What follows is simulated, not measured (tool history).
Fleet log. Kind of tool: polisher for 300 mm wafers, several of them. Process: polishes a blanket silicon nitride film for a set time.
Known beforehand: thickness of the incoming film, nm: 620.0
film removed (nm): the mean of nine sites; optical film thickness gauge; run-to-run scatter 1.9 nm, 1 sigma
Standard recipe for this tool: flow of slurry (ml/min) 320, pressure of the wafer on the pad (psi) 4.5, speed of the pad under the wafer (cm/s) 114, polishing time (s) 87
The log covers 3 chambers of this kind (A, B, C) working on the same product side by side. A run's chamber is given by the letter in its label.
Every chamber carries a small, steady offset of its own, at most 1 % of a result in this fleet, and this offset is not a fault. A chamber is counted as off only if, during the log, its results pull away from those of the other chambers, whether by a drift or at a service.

run	hour	flow of slurry (ml/min)	pressure of the wafer on the pad (psi)	speed of the pad under the wafer (cm/s)	polishing time (s)	wafers polished on this pad	hours since the slurry nozzle was cleaned	hours since the head pressure was calibrated	film removed (nm)
1C	8.6	320	4.5	114	87	136	240.2	356.4	190.69
# hour 11.7: chamber B: worn pad replaced by a new one
2B	13.9	320	4.5	114	87	24	670.9	841.6	191.94
3A	20.7	320	4.5	114	87	533	580.5	1092.1	191.63
4C	27.6	320	4.5	114	87	342	259.2	375.4	190.94
5B	36.6	320	4.5	114	87	270	693.6	864.3	188.64
6A	43.3	320	4.5	114	87	778	603.1	1114.7	189.86
7A	48.7	320	4.5	114	87	837	608.5	1120.1	189.68
# hour 51.3: chamber A: worn pad replaced by a new one
# hour 53.5: chamber B: head pressure recalibrated
8C	55.4	320	5.6	150	87	644	287	403.2	296.38
9B	61.5	320	5.6	150	87	540	718.5	8	300.14
# hour 64.3: chamber B: worn pad replaced by a new one
10B	66.6	320	5.6	150	87	25	723.6	13.1	294.12
11A	70.7	320	4.5	114	87	211	630.5	1142.1	191.65
12C	79.4	320	4.5	114	87	904	311	427.2	190.39
13A	85	320	4.5	114	87	366	644.8	1156.4	192.25
14C	92.6	320	4.5	114	87	1048	324.2	440.4	190.34
# hour 98.7: chamber C: worn pad replaced by a new one
15B	101.4	320	4.5	114	87	402	758.4	47.9	193.6
# hour 102.8: chamber B: slurry nozzle cleaned
# hour 104.9: chamber C: slurry nozzle cleaned
16B	108.2	320	4.5	114	87	476	5.5	54.7	190.66
# hour 110.6: chamber B: worn pad replaced by a new one
# hour 112.6: chamber A: slurry nozzle cleaned
# hour 113.3: chamber A: worn pad replaced by a new one
17A	114.1	320	4.5	114	87	8	1.5	1185.5	194.89
18C	119.2	320	4.5	114	87	223	14.4	467	191.38
# hour 123: chamber C: head pressure recalibrated
19B	125	320	4.5	76	87	156	22.3	71.5	142.17
20A	129.5	320	4.5	76	87	175	16.9	1200.9	134.83
21C	137	320	4.5	76	87	416	32.2	14.1	135.74
22A	143.7	320	4.5	114	87	329	31.1	1215.1	192.84
23B	148.5	320	4.5	114	87	411	45.8	95	190.33
24C	153	385	4.5	114	87	589	48.2	30.1	194.89
25B	158.6	385	4.5	114	87	520	55.9	105.1	194.08
# hour 160.1: chamber B: worn pad replaced by a new one
26A	164.8	385	4.5	114	87	558	52.2	1236.2	194.85
# hour 169.8: chamber A: head pressure recalibrated
27C	173.6	320	4.5	114	87	813	68.8	50.7	189.46
28B	177.9	320	4.5	114	87	194	75.2	124.4	191.45
# hour 179.5: chamber A: worn pad replaced by a new one
29C	184.6	320	4.5	114	87	932	79.8	61.7	190.99
30A	191.5	320	4.5	114	87	130	78.9	21.8	196.51
31B	195.4	320	4.5	114	87	384	92.7	141.9	191.33
32A	202.4	320	4.5	114	87	248	89.8	32.7	192.79
33C	209.4	320	5	114	87	1202	104.6	86.5	211.27
34B	216.2	320	5	114	87	609	113.5	162.7	214.73

Next, all 3 chambers run the settings below, one line each with question marks for the results. What does each chamber give?
35A	222.7	320	4.5	114	87				?
35B	222.7	320	4.5	114	87				?
35C	222.7	320	4.5	114	87				?

run	film removed (nm)
35A	194.75
35B	189.21
35C	191.9
